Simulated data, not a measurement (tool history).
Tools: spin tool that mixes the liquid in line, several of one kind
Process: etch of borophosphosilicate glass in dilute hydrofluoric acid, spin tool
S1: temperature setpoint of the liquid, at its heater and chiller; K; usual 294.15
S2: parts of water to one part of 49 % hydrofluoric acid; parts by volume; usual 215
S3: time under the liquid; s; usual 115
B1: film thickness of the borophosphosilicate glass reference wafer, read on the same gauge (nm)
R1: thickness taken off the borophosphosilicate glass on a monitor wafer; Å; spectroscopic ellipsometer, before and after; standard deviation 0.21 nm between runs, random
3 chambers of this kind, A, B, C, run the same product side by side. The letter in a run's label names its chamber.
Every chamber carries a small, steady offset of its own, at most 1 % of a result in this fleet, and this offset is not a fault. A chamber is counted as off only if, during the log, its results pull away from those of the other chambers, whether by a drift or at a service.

{"run": "1C", "hour": 11.9, "S1": 294.15, "S2": 215, "S3": 115, "B1": 130.01, "R1": 272.67}
{"run": "2B", "hour": 18.7, "S1": 294.15, "S2": 215, "S3": 115, "B1": 130.01, "R1": 281.07}
{"run": "3A", "hour": 32.1, "S1": 294.15, "S2": 215, "S3": 115, "B1": 130.02, "R1": 283.48}
{"hour": 41.6, "done": "chamber A: hydrofluoric acid flow meter replaced"}
{"run": "4B", "hour": 44.5, "S1": 294.15, "S2": 215, "S3": 115, "B1": 130.01, "R1": 277.84}
{"run": "5C", "hour": 54.1, "S1": 294.15, "S2": 215, "S3": 115, "B1": 130.02, "R1": 278.79}
{"run": "6A", "hour": 68.9, "S1": 294.15, "S2": 215, "S3": 115, "B1": 130.01, "R1": 280.36}
{"run": "7A", "hour": 75.7, "S1": 294.15, "S2": 215, "S3": 115, "B1": 129.99, "R1": 285.33}
{"run": "8B", "hour": 86.6, "S1": 294.15, "S2": 215, "S3": 115, "B1": 130.01, "R1": 279.93}
{"run": "9C", "hour": 101.8, "S1": 294.15, "S2": 215, "S3": 115, "B1": 130.04, "R1": 276.82}
{"run": "10A", "hour": 108.8, "S1": 294.15, "S2": 215, "S3": 115, "B1": 129.99, "R1": 286.04}
{"run": "11B", "hour": 120.5, "S1": 294.15, "S2": 215, "S3": 115, "B1": 129.99, "R1": 274.58}
{"run": "12C", "hour": 135.0, "S1": 294.15, "S2": 215, "S3": 115, "B1": 130, "R1": 276.48}
{"run": "13A", "hour": 148.0, "S1": 294.15, "S2": 215, "S3": 115, "B1": 129.99, "R1": 281.02}
{"run": "14B", "hour": 155.1, "S1": 294.15, "S2": 215, "S3": 115, "B1": 130.03, "R1": 271.02}
{"run": "15C", "hour": 167.5, "S1": 294.15, "S2": 215, "S3": 115, "B1": 130.01, "R1": 276.58}
{"run": "16C", "hour": 175.0, "S1": 294.15, "S2": 215, "S3": 115, "B1": 130.01, "R1": 277.25}
{"run": "17B", "hour": 184.3, "S1": 294.15, "S2": 215, "S3": 115, "B1": 130.01, "R1": 267.71}
{"run": "18A", "hour": 199.2, "S1": 294.15, "S2": 315, "S3": 55, "B1": 129.95, "R1": 84.083}
{"hour": 199.5, "done": "chamber C: hydrofluoric acid flow meter replaced"}
{"run": "19C", "hour": 206.3, "S1": 294.15, "S2": 315, "S3": 55, "B1": 130, "R1": 84.057}
{"run": "20A", "hour": 218.8, "S1": 294.15, "S2": 315, "S3": 55, "B1": 129.99, "R1": 83.173}
{"run": "21B", "hour": 225.9, "S1": 294.15, "S2": 215, "S3": 115, "B1": 129.96, "R1": 264.01}
{"run": "22C", "hour": 241.1, "S1": 290.15, "S2": 215, "S3": 90, "B1": 130, "R1": 186.86}
{"run": "23B", "hour": 255.7, "S1": 290.15, "S2": 215, "S3": 90, "B1": 130, "R1": 175.95}
{"run": "24A", "hour": 267.6, "S1": 290.15, "S2": 215, "S3": 90, "B1": 130.01, "R1": 186.12}
{"run": "25B", "hour": 279.1, "S1": 294.15, "S2": 215, "S3": 115, "B1": 130, "R1": 263.05}
{"run": "26C", "hour": 287.7, "S1": 294.15, "S2": 280, "S3": 115, "B1": 130.03, "R1": 201.48}
{"run": "27A", "hour": 296.8, "S1": 294.15, "S2": 280, "S3": 115, "B1": 130, "R1": 203.75}
{"run": "28B", "hour": 311.0, "S1": 294.15, "S2": 280, "S3": 115, "B1": 129.99, "R1": 186.91}

The same settings go to every chamber for the next run, one line per chamber below. Forecast the results for each:
{"run": "29A", "hour": 322.1, "S1": 291.65, "S2": 215, "S3": 115, "R1": "?"}
{"run": "29B", "hour": 322.1, "S1": 291.65, "S2": 215, "S3": 115, "R1": "?"}
{"run": "29C", "hour": 322.1, "S1": 291.65, "S2": 215, "S3": 115, "R1": "?"}

run=29A R1=255.29
run=29B R1=232.03
run=29C R1=249.89
